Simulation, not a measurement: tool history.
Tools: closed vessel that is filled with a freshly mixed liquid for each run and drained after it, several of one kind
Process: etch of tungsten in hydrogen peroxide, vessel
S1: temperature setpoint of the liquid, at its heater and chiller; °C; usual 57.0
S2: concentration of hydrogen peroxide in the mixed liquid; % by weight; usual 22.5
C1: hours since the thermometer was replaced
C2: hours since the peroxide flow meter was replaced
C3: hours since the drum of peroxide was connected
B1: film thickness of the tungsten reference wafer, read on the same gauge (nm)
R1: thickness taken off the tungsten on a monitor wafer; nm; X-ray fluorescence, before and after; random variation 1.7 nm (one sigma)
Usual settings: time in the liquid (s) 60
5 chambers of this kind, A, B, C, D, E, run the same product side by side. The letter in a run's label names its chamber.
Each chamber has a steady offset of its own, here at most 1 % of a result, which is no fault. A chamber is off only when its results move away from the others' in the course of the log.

run 1B hour=8.5 | S1=57.0 S2=22.5 time_in_the_liquid_(s)=60 | C1=249.6 C2=38.9 C3=90.5 | B1=59.995 | R1=198.77
run 2C hour=18.4 | S1=57.0 S2=22.5 time_in_the_liquid_(s)=60 | C1=1912.6 C2=487.2 C3=1241.2 | B1=59.988 | R1=198.47
run 3A hour=23.8 | S1=57.0 S2=22.5 time_in_the_liquid_(s)=60 | C1=471.7 C2=430.0 C3=296.0 | B1=60.008 | R1=198.16
-- hour=29.1 chamber C: thermometer replaced
run 4D hour=30.5 | S1=57.0 S2=22.5 time_in_the_liquid_(s)=60 | C1=152.2 C2=342.2 C3=356.2 | B1=60.008 | R1=195.86
run 5E hour=39.7 | S1=57.0 S2=22.5 time_in_the_liquid_(s)=60 | C1=1424.2 C2=1186.9 C3=601.0 | B1=59.977 | R1=198.29
-- hour=39.9 chamber E: peroxide flow meter replaced
run 6B hour=47.7 | S1=57.0 S2=17.0 time_in_the_liquid_(s)=50 | C1=288.8 C2=78.1 C3=129.7 | B1=59.990 | R1=142.47
run 7E hour=53.6 | S1=57.0 S2=17.0 time_in_the_liquid_(s)=50 | C1=1438.1 C2=13.7 C3=614.9 | B1=60.016 | R1=144.67
run 8A hour=60.7 | S1=57.0 S2=17.0 time_in_the_liquid_(s)=50 | C1=508.6 C2=466.9 C3=332.9 | B1=59.987 | R1=143.50
run 9C hour=69.8 | S1=57.0 S2=17.0 time_in_the_liquid_(s)=50 | C1=40.8 C2=538.6 C3=1292.6 | B1=59.992 | R1=144.10
run 10D hour=80.1 | S1=57.0 S2=17.0 time_in_the_liquid_(s)=50 | C1=201.8 C2=391.8 C3=405.8 | B1=59.998 | R1=143.13
run 11B hour=84.5 | S1=57.0 S2=26.0 time_in_the_liquid_(s)=40 | C1=325.6 C2=114.9 C3=166.5 | B1=60.015 | R1=142.50
run 12C hour=90.8 | S1=57.0 S2=26.0 time_in_the_liquid_(s)=40 | C1=61.8 C2=559.6 C3=1313.6 | B1=60.009 | R1=141.10
run 13D hour=100.8 | S1=57.0 S2=26.0 time_in_the_liquid_(s)=40 | C1=222.5 C2=412.5 C3=426.5 | B1=60.007 | R1=142.73
run 14A hour=106.9 | S1=57.0 S2=26.0 time_in_the_liquid_(s)=40 | C1=554.8 C2=513.1 C3=379.1 | B1=60.013 | R1=141.56
run 15E hour=114.5 | S1=57.0 S2=26.0 time_in_the_liquid_(s)=40 | C1=1499.0 C2=74.6 C3=675.8 | B1=60.017 | R1=142.50
run 16D hour=123.5 | S1=57.0 S2=22.5 time_in_the_liquid_(s)=60 | C1=245.2 C2=435.2 C3=449.2 | B1=60.007 | R1=197.89
-- hour=127.3 chamber A: new drum of peroxide connected
run 17E hour=133.2 | S1=57.0 S2=22.5 time_in_the_liquid_(s)=60 | C1=1517.7 C2=93.3 C3=694.5 | B1=59.987 | R1=200.65
run 18C hour=140.5 | S1=57.0 S2=22.5 time_in_the_liquid_(s)=60 | C1=111.5 C2=609.3 C3=1363.3 | B1=60.004 | R1=196.90
run 19A hour=145.8 | S1=57.0 S2=22.5 time_in_the_liquid_(s)=60 | C1=593.7 C2=552.0 C3=18.5 | B1=59.981 | R1=193.43
run 20B hour=152.1 | S1=57.0 S2=22.5 time_in_the_liquid_(s)=60 | C1=393.2 C2=182.5 C3=234.1 | B1=60.000 | R1=197.68
run 21E hour=159.8 | S1=57.0 S2=22.5 time_in_the_liquid_(s)=60 | C1=1544.3 C2=119.9 C3=721.1 | B1=59.997 | R1=199.42
run 22B hour=165.6 | S1=57.0 S2=22.5 time_in_the_liquid_(s)=60 | C1=406.7 C2=196.0 C3=247.6 | B1=60.005 | R1=197.62
run 23C hour=173.1 | S1=57.0 S2=22.5 time_in_the_liquid_(s)=60 | C1=144.1 C2=641.9 C3=1395.9 | B1=59.999 | R1=197.22
run 24D hour=178.5 | S1=51.5 S2=22.5 time_in_the_liquid_(s)=90 | C1=300.2 C2=490.2 C3=504.2 | B1=59.996 | R1=214.70
-- hour=181.2 chamber A: peroxide flow meter replaced
run 25A hour=185.6 | S1=51.5 S2=22.5 time_in_the_liquid_(s)=90 | C1=633.5 C2=4.5 C3=58.3 | B1=59.998 | R1=204.55
run 26E hour=195.4 | S1=51.5 S2=22.5 time_in_the_liquid_(s)=90 | C1=1579.9 C2=155.5 C3=756.7 | B1=60.013 | R1=211.15
-- hour=197.1 chamber C: new drum of peroxide connected
run 27A hour=204.8 | S1=51.5 S2=22.5 time_in_the_liquid_(s)=90 | C1=652.7 C2=23.7 C3=77.5 | B1=59.990 | R1=202.46
run 28B hour=213.3 | S1=51.5 S2=22.5 time_in_the_liquid_(s)=90 | C1=454.4 C2=243.7 C3=295.3 | B1=59.994 | R1=216.73
run 29D hour=223.4 | S1=57.0 S2=22.5 time_in_the_liquid_(s)=60 | C1=345.1 C2=535.1 C3=549.1 | B1=60.005 | R1=198.94
run 30C hour=228.8 | S1=57.0 S2=22.5 time_in_the_liquid_(s)=35 | C1=199.8 C2=697.6 C3=31.8 | B1=59.994 | R1=117.39
run 31B hour=235.2 | S1=57.0 S2=22.5 time_in_the_liquid_(s)=35 | C1=476.3 C2=265.6 C3=317.2 | B1=59.981 | R1=116.68
run 32D hour=244.7 | S1=57.0 S2=22.5 time_in_the_liquid_(s)=35 | C1=366.4 C2=556.4 C3=570.4 | B1=60.003 | R1=115.52
run 33C hour=252.9 | S1=57.0 S2=22.5 time_in_the_liquid_(s)=35 | C1=223.9 C2=721.7 C3=55.9 | B1=59.998 | R1=116.73
run 34E hour=259.6 | S1=57.0 S2=22.5 time_in_the_liquid_(s)=35 | C1=1644.1 C2=219.7 C3=820.9 | B1=59.988 | R1=116.53
run 35A hour=265.5 | S1=57.0 S2=22.5 time_in_the_liquid_(s)=60 | C1=713.4 C2=84.4 C3=138.2 | B1=60.004 | R1=188.56
run 36E hour=271.9 | S1=57.0 S2=22.5 time_in_the_liquid_(s)=60 | C1=1656.4 C2=232.0 C3=833.2 | B1=60.006 | R1=197.74
run 37D hour=279.5 | S1=57.0 S2=22.5 time_in_the_liquid_(s)=60 | C1=401.2 C2=591.2 C3=605.2 | B1=60.006 | R1=199.15
run 38A hour=285.3 | S1=57.0 S2=22.5 time_in_the_liquid_(s)=60 | C1=733.2 C2=104.2 C3=158.0 | B1=60.004 | R1=188.09
run 39C hour=292.1 | S1=57.0 S2=22.5 time_in_the_liquid_(s)=60 | C1=263.1 C2=760.9 C3=95.1 | B1=59.992 | R1=197.25
run 40B hour=300.3 | S1=50.5 S2=20.0 time_in_the_liquid_(s)=60 | C1=541.4 C2=330.7 C3=382.3 | B1=59.998 | R1=126.50

Next, every chamber runs the same settings. What will each give?
run 41A hour=307.8 | S1=57.0 S2=22.5 time_in_the_liquid_(s)=60 | R1=?
run 41B hour=307.8 | S1=57.0 S2=22.5 time_in_the_liquid_(s)=60 | R1=?
run 41C hour=307.8 | S1=57.0 S2=22.5 time_in_the_liquid_(s)=60 | R1=?
run 41D hour=307.8 | S1=57.0 S2=22.5 time_in_the_liquid_(s)=60 | R1=?
run 41E hour=307.8 | S1=57.0 S2=22.5 time_in_the_liquid_(s)=60 | R1=?

run=41A R1=185.54
run=41B R1=197.14
run=41C R1=199.27
run=41D R1=199.72
run=41E R1=195.48

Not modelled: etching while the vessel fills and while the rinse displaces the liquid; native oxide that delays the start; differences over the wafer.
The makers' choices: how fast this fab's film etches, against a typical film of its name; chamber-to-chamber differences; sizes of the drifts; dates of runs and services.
